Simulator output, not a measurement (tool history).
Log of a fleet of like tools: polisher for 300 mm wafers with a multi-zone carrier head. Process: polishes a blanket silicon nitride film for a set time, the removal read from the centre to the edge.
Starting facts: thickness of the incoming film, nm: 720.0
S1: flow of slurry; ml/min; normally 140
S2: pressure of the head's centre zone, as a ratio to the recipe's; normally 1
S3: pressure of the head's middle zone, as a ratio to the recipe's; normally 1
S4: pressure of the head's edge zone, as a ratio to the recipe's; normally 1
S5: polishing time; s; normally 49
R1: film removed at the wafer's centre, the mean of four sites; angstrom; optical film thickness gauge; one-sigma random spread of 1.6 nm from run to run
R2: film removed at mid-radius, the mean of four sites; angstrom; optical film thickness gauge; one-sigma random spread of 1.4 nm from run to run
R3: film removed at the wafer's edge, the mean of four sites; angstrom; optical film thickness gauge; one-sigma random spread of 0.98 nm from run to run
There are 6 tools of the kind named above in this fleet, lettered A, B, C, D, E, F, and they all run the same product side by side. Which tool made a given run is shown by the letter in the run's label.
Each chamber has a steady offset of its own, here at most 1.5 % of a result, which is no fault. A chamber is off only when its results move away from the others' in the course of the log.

Run 1E, hour 5.4: usual settings. Result: R1 1114.6 angstrom, R2 1100.3 angstrom, R3 1134.9 angstrom.
At hour 5.6: chamber E: slurry nozzle cleaned.
At hour 6.1: chamber D: worn pad replaced by a new one.
At hour 15.9: chamber B: worn pad replaced by a new one.
Run 2A, hour 16.6: usual settings. Result: R1 1103.2 angstrom, R2 1107.7 angstrom, R3 1109.8 angstrom.
Run 3D, hour 21.5: usual settings. Result: R1 1115.1 angstrom, R2 1135 angstrom, R3 1122 angstrom.
At hour 28.2: chamber A: worn pad replaced by a new one.
At hour 28.8: chamber A: slurry nozzle cleaned.
Run 4F, hour 31.4: usual settings. Result: R1 1138.2 angstrom, R2 1118.4 angstrom, R3 1114.5 angstrom.
Run 5B, hour 37.2: usual settings. Result: R1 1132.9 angstrom, R2 1100.2 angstrom, R3 1118.1 angstrom.
At hour 38: chamber F: worn pad replaced by a new one.
At hour 42.1: chamber C: worn pad replaced by a new one.
Run 6C, hour 45: usual settings. Result: R1 1064.9 angstrom, R2 1122.8 angstrom, R3 1125.4 angstrom.
At hour 48.1: chamber E: worn pad replaced by a new one.
Run 7D, hour 53.3: usual settings. Result: R1 1120 angstrom, R2 1126.2 angstrom, R3 1111.1 angstrom.
Run 8A, hour 64.6: usual settings. Result: R1 1109.1 angstrom, R2 1088.7 angstrom, R3 1128.4 angstrom.
Run 9C, hour 72.6: usual settings. Result: R1 1105.4 angstrom, R2 1109.4 angstrom, R3 1105 angstrom.
Run 10E, hour 81.3: usual settings. Result: R1 1107.5 angstrom, R2 1106.8 angstrom, R3 1144.2 angstrom.
At hour 82.7: chamber D: worn pad replaced by a new one.
Run 11B, hour 89.2: usual settings. Result: R1 1110.4 angstrom, R2 1109.6 angstrom, R3 1128.2 angstrom.
At hour 92.3: chamber A: centre zone pressure recalibrated.
At hour 92.8: chamber A: worn pad replaced by a new one.
Run 12F, hour 100.2: usual settings. Result: R1 1133.6 angstrom, R2 1118.1 angstrom, R3 1112.7 angstrom.
At hour 101.3: chamber D: centre zone pressure recalibrated.
Run 13D, hour 105.3: usual settings. Result: R1 1129.9 angstrom, R2 1120.3 angstrom, R3 1106.3 angstrom.
At hour 106.4: chamber B: worn pad replaced by a new one.
Run 14A, hour 110.9: usual settings. Result: R1 1106.2 angstrom, R2 1133.8 angstrom, R3 1100.4 angstrom.
At hour 121.2: chamber F: worn pad replaced by a new one.
Run 15F, hour 121.8: usual settings. Result: R1 1142.7 angstrom, R2 1112.6 angstrom, R3 1092.5 angstrom.
At hour 122.2: chamber C: worn pad replaced by a new one.
At hour 130: chamber E: worn pad replaced by a new one.
Run 16C, hour 131.3: usual settings. Result: R1 1098.3 angstrom, R2 1109.6 angstrom, R3 1112.4 angstrom.
Run 17E, hour 139.7: usual settings. Result: R1 1122.8 angstrom, R2 1110.1 angstrom, R3 1133.5 angstrom.
Run 18B, hour 147.3: usual settings but S5 58 s. Result: R1 1312.1 angstrom, R2 1325.6 angstrom, R3 1327.5 angstrom.
Run 19B, hour 156.5: usual settings but S5 58 s. Result: R1 1293.1 angstrom, R2 1335.2 angstrom, R3 1321.3 angstrom.
At hour 158.5: chamber A: worn pad replaced by a new one.
Run 20A, hour 167.1: usual settings but S5 58 s. Result: R1 1333.7 angstrom, R2 1332.1 angstrom, R3 1334.3 angstrom.
At hour 168.6: chamber D: worn pad replaced by a new one.
Run 21E, hour 176.4: usual settings but S5 58 s. Result: R1 1340.9 angstrom, R2 1335.2 angstrom, R3 1315.7 angstrom.
At hour 180.2: chamber C: edge zone pressure recalibrated.
At hour 181.4: chamber B: worn pad replaced by a new one.
Run 22D, hour 183.6: usual settings but S5 58 s. Result: R1 1302.2 angstrom, R2 1321.6 angstrom, R3 1331.9 angstrom.
At hour 193: chamber E: centre zone pressure recalibrated.
Run 23F, hour 195: usual settings but S5 58 s. Result: R1 1354.7 angstrom, R2 1311.8 angstrom, R3 1329.6 angstrom.
At hour 196.1: chamber F: worn pad replaced by a new one.
At hour 200.4: chamber C: worn pad replaced by a new one.
Run 24C, hour 200.5: usual settings. Result: R1 1119.3 angstrom, R2 1100.6 angstrom, R3 1121 angstrom.
At hour 201.2: chamber B: slurry nozzle cleaned.
At hour 204.3: chamber E: edge zone pressure recalibrated.
Run 25A, hour 205.6: usual settings. Result: R1 1120.5 angstrom, R2 1110.9 angstrom, R3 1147.7 angstrom.
At hour 207.7: chamber E: worn pad replaced by a new one.
Run 26B, hour 215.3: usual settings. Result: R1 1162.2 angstrom, R2 1095.8 angstrom, R3 1124.1 angstrom.
Run 27F, hour 225.6: usual settings. Result: R1 1127.4 angstrom, R2 1118.5 angstrom, R3 1116 angstrom.
At hour 226.7: chamber A: worn pad replaced by a new one.
Run 28E, hour 235.7: usual settings but S5 58 s. Result: R1 1320.5 angstrom, R2 1300.6 angstrom, R3 1329.2 angstrom.
At hour 244: chamber D: worn pad replaced by a new one.
Run 29D, hour 246.9: usual settings but S5 58 s. Result: R1 1293 angstrom, R2 1298.1 angstrom, R3 1318.7 angstrom.
At hour 253.7: chamber B: worn pad replaced by a new one.
Run 30C, hour 256.2: usual settings but S5 58 s. Result: R1 1274.9 angstrom, R2 1312.2 angstrom, R3 1332.6 angstrom.
At hour 266.2: chamber F: worn pad replaced by a new one.
Run 31C, hour 266.3: usual settings but S5 58 s. Result: R1 1296.9 angstrom, R2 1300.5 angstrom, R3 1322.8 angstrom.
At hour 270.2: chamber C: slurry nozzle cleaned.
At hour 273.6: chamber C: worn pad replaced by a new one.
Run 32D, hour 276.3: usual settings but S5 58 s. Result: R1 1280.1 angstrom, R2 1346.3 angstrom, R3 1321.5 angstrom.
Run 33B, hour 283.7: usual settings but S5 58 s. Result: R1 1339.2 angstrom, R2 1307 angstrom, R3 1334.9 angstrom.
At hour 293.9: chamber E: worn pad replaced by a new one.
Run 34F, hour 294.2: usual settings. Result: R1 1152.8 angstrom, R2 1147.4 angstrom, R3 1106.9 angstrom.
At hour 299.5: chamber A: worn pad replaced by a new one.
At hour 299.8: chamber A: slurry nozzle cleaned.
Run 35E, hour 304.9: usual settings. Result: R1 1116.9 angstrom, R2 1110.9 angstrom, R3 1128.6 angstrom.
At hour 312.6: chamber D: slurry nozzle cleaned.
Run 36A, hour 314.8: usual settings. Result: R1 1115.1 angstrom, R2 1111.2 angstrom, R3 1117.5 angstrom.
At hour 320.7: chamber E: slurry nozzle cleaned.
At hour 321.6: chamber B: worn pad replaced by a new one.
At hour 322.1: chamber D: worn pad replaced by a new one.
Run 37A, hour 325: usual settings. Result: R1 1105.4 angstrom, R2 1107.6 angstrom, R3 1114.6 angstrom.
Run 38C, hour 334.4: usual settings but S4 0.91, S5 38 s. Result: R1 869.65 angstrom, R2 856.65 angstrom, R3 810.18 angstrom.
At hour 335: chamber F: worn pad replaced by a new one.
Run 39F, hour 342: usual settings but S4 0.91, S5 38 s. Result: R1 880.75 angstrom, R2 871.03 angstrom, R3 823.08 angstrom.
Run 40E, hour 347.9: usual settings but S4 0.91, S5 38 s. Result: R1 893.46 angstrom, R2 847.48 angstrom, R3 838.94 angstrom.
Run 41B, hour 359.2: usual settings but S4 0.91, S5 38 s. Result: R1 841.25 angstrom, R2 854.49 angstrom, R3 831.2 angstrom.
Run 42D, hour 364.9: usual settings but S4 0.91, S5 38 s. Result: R1 878.26 angstrom, R2 865.48 angstrom, R3 813.66 angstrom.
Run 43E, hour 375.5: usual settings but S4 0.91, S5 38 s. Result: R1 864.39 angstrom, R2 867.82 angstrom, R3 821.34 angstrom.

For the next run the whole fleet of 6 chambers uses the same settings. Give each chamber's results:
Run 44A, hour 383.7: usual settings. Result: R1 ?, R2 ?, R3 ?.
Run 44B, hour 383.7: usual settings. Result: R1 ?, R2 ?, R3 ?.
Run 44C, hour 383.7: usual settings. Result: R1 ?, R2 ?, R3 ?.
Run 44D, hour 383.7: usual settings. Result: R1 ?, R2 ?, R3 ?.
Run 44E, hour 383.7: usual settings. Result: R1 ?, R2 ?, R3 ?.
Run 44F, hour 383.7: usual settings. Result: R1 ?, R2 ?, R3 ?.

run      R1      R2      R3
44A  1091.4    1096  1119.1
44B  1128.7  1103.8  1129.6
44C  1100.2  1111.6  1115.2
44D  1109.7  1086.6  1125.7
44E  1129.1  1088.5  1121.1
44F  1129.7  1134.7  1121.7
